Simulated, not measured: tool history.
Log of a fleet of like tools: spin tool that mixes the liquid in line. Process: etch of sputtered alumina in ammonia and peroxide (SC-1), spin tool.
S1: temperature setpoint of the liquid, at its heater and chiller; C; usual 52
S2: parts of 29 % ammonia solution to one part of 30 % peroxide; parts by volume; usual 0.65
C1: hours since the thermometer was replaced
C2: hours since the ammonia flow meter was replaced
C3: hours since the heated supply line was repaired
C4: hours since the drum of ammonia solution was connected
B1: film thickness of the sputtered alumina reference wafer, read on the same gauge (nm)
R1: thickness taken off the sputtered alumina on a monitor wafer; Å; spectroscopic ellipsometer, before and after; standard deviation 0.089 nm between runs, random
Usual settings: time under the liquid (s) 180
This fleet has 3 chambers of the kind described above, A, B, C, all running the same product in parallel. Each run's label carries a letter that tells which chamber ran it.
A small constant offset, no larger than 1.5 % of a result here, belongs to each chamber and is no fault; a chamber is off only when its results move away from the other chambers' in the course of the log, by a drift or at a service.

run 1C day=0.221 | S1=52 S2=0.65 time_under_the_liquid_(s)=180 | C1=1769.4 C2=1786.2 C3=155.2 C4=289.9 | B1=150.01 | R1=108.5
run 2A day=0.483 | S1=52 S2=0.65 time_under_the_liquid_(s)=180 | C1=528.4 C2=661.5 C3=900.7 C4=465.4 | B1=150 | R1=109.34
run 3B day=0.717 | S1=52 S2=0.65 time_under_the_liquid_(s)=180 | C1=787.4 C2=50.1 C3=151.5 C4=228.4 | B1=150 | R1=108.83
run 4A day=1.021 | S1=52 S2=0.65 time_under_the_liquid_(s)=180 | C1=541.3 C2=674.4 C3=913.6 C4=478.3 | B1=149.99 | R1=110.01
run 5C day=1.371 | S1=52 S2=0.65 time_under_the_liquid_(s)=180 | C1=1797 C2=1813.8 C3=182.8 C4=317.5 | B1=149.99 | R1=109.71
-- day=1.658 chamber C: ammonia flow meter replaced
run 6B day=1.762 | S1=52 S2=0.8 time_under_the_liquid_(s)=180 | C1=812.5 C2=75.2 C3=176.6 C4=253.5 | B1=150 | R1=110.51
run 7A day=2.004 | S1=52 S2=0.8 time_under_the_liquid_(s)=180 | C1=564.9 C2=698 C3=937.2 C4=501.9 | B1=150.02 | R1=108.54
run 8B day=2.233 | S1=52 S2=0.8 time_under_the_liquid_(s)=180 | C1=823.8 C2=86.5 C3=187.9 C4=264.8 | B1=150.01 | R1=110.39
run 9C day=2.517 | S1=52 S2=0.65 time_under_the_liquid_(s)=180 | C1=1824.5 C2=20.6 C3=210.3 C4=345 | B1=150.01 | R1=109.76
run 10C day=2.796 | S1=52 S2=0.65 time_under_the_liquid_(s)=180 | C1=1831.2 C2=27.3 C3=217 C4=351.7 | B1=150.01 | R1=110.31
run 11B day=3.238 | S1=52 S2=0.65 time_under_the_liquid_(s)=180 | C1=847.9 C2=110.6 C3=212 C4=288.9 | B1=150.01 | R1=109.44
run 12A day=3.442 | S1=52 S2=0.65 time_under_the_liquid_(s)=180 | C1=599.4 C2=732.5 C3=971.7 C4=536.4 | B1=150 | R1=104.98
run 13B day=3.783 | S1=52 S2=0.65 time_under_the_liquid_(s)=180 | C1=861 C2=123.7 C3=225.1 C4=302 | B1=150 | R1=110.88
run 14A day=4.188 | S1=52 S2=0.65 time_under_the_liquid_(s)=180 | C1=617.3 C2=750.4 C3=989.6 C4=554.3 | B1=149.98 | R1=104.95
run 15C day=4.612 | S1=52 S2=0.65 time_under_the_liquid_(s)=180 | C1=1874.8 C2=70.9 C3=260.6 C4=395.3 | B1=150.01 | R1=109.5
run 16B day=5.021 | S1=52 S2=0.65 time_under_the_liquid_(s)=180 | C1=890.7 C2=153.4 C3=254.8 C4=331.7 | B1=149.98 | R1=107.35
run 17A day=5.454 | S1=58 S2=0.65 time_under_the_liquid_(s)=180 | C1=647.7 C2=780.8 C3=1020 C4=584.7 | B1=149.98 | R1=140.88
run 18C day=5.812 | S1=58 S2=0.65 time_under_the_liquid_(s)=180 | C1=1903.6 C2=99.7 C3=289.4 C4=424.1 | B1=149.99 | R1=150.87
run 19B day=6.092 | S1=58 S2=0.65 time_under_the_liquid_(s)=180 | C1=916.4 C2=179.1 C3=280.5 C4=357.4 | B1=149.99 | R1=150.23
run 20C day=6.525 | S1=52 S2=0.65 time_under_the_liquid_(s)=180 | C1=1920.7 C2=116.8 C3=306.5 C4=441.2 | B1=149.99 | R1=108.78
run 21A day=6.879 | S1=52 S2=0.65 time_under_the_liquid_(s)=180 | C1=681.9 C2=815 C3=1054.2 C4=618.9 | B1=150.01 | R1=99.545
run 22C day=7.129 | S1=52 S2=0.65 time_under_the_liquid_(s)=180 | C1=1935.2 C2=131.3 C3=321 C4=455.7 | B1=150 | R1=109.26
run 23B day=7.533 | S1=52 S2=0.65 time_under_the_liquid_(s)=180 | C1=951 C2=213.7 C3=315.1 C4=392 | B1=149.98 | R1=109.98
run 24A day=7.825 | S1=46.5 S2=0.65 time_under_the_liquid_(s)=260 | C1=704.6 C2=837.7 C3=1076.9 C4=641.6 | B1=150 | R1=105.06
run 25B day=8.108 | S1=46.5 S2=0.65 time_under_the_liquid_(s)=260 | C1=964.8 C2=227.5 C3=328.9 C4=405.8 | B1=150.02 | R1=116.37
run 26C day=8.483 | S1=46.5 S2=0.65 time_under_the_liquid_(s)=260 | C1=1967.7 C2=163.8 C3=353.5 C4=488.2 | B1=150 | R1=118.38
run 27A day=8.871 | S1=52 S2=0.65 time_under_the_liquid_(s)=180 | C1=729.7 C2=862.8 C3=1102 C4=666.7 | B1=150.02 | R1=97.294
run 28B day=9.238 | S1=52 S2=0.65 time_under_the_liquid_(s)=180 | C1=991.9 C2=254.6 C3=356 C4=432.9 | B1=150.02 | R1=109.64

Does one chamber stand apart from the rest, does the shared gauge drift, or is all well apart from small per-chamber offsets? Give the chamber and the most likely cause, where there is one.

One chamber, A, drifts off from the rest bit by bit.
What lies behind it: temperature lost on the way to the wafer (K) = 2.12.
The log may not tell that from: liquid colder than its thermometer reads (K).

Which of the 4 candidates below, each the usual settings with something changed and its results left as question marks, puts chamber A back in line with what the other chambers give on the usual settings?
Counts as in line when no further than this from what the other chambers average on the usual settings: R1 3.1 Å
run 29A-1 day=9.554 | S1=52.5 S2=0.65 time_under_the_liquid_(s)=185 | R1=?
run 29A-2 day=9.554 | S1=52 S2=0.65 time_under_the_liquid_(s)=160 | R1=?
run 29A-3 day=9.554 | S1=52 S2=0.35 time_under_the_liquid_(s)=180 | R1=?
run 29A-4 day=9.554 | S1=53 S2=0.65 time_under_the_liquid_(s)=195 | R1=?

Other chambers, usual settings, mean: R1 109.56 Å
run=29A-1 R1=102.1
run=29A-2 R1=85.908
run=29A-3 R1=91.119
run=29A-4 R1=110.54
29A-4 is the one that brings the chamber's results back in line with the other chambers.

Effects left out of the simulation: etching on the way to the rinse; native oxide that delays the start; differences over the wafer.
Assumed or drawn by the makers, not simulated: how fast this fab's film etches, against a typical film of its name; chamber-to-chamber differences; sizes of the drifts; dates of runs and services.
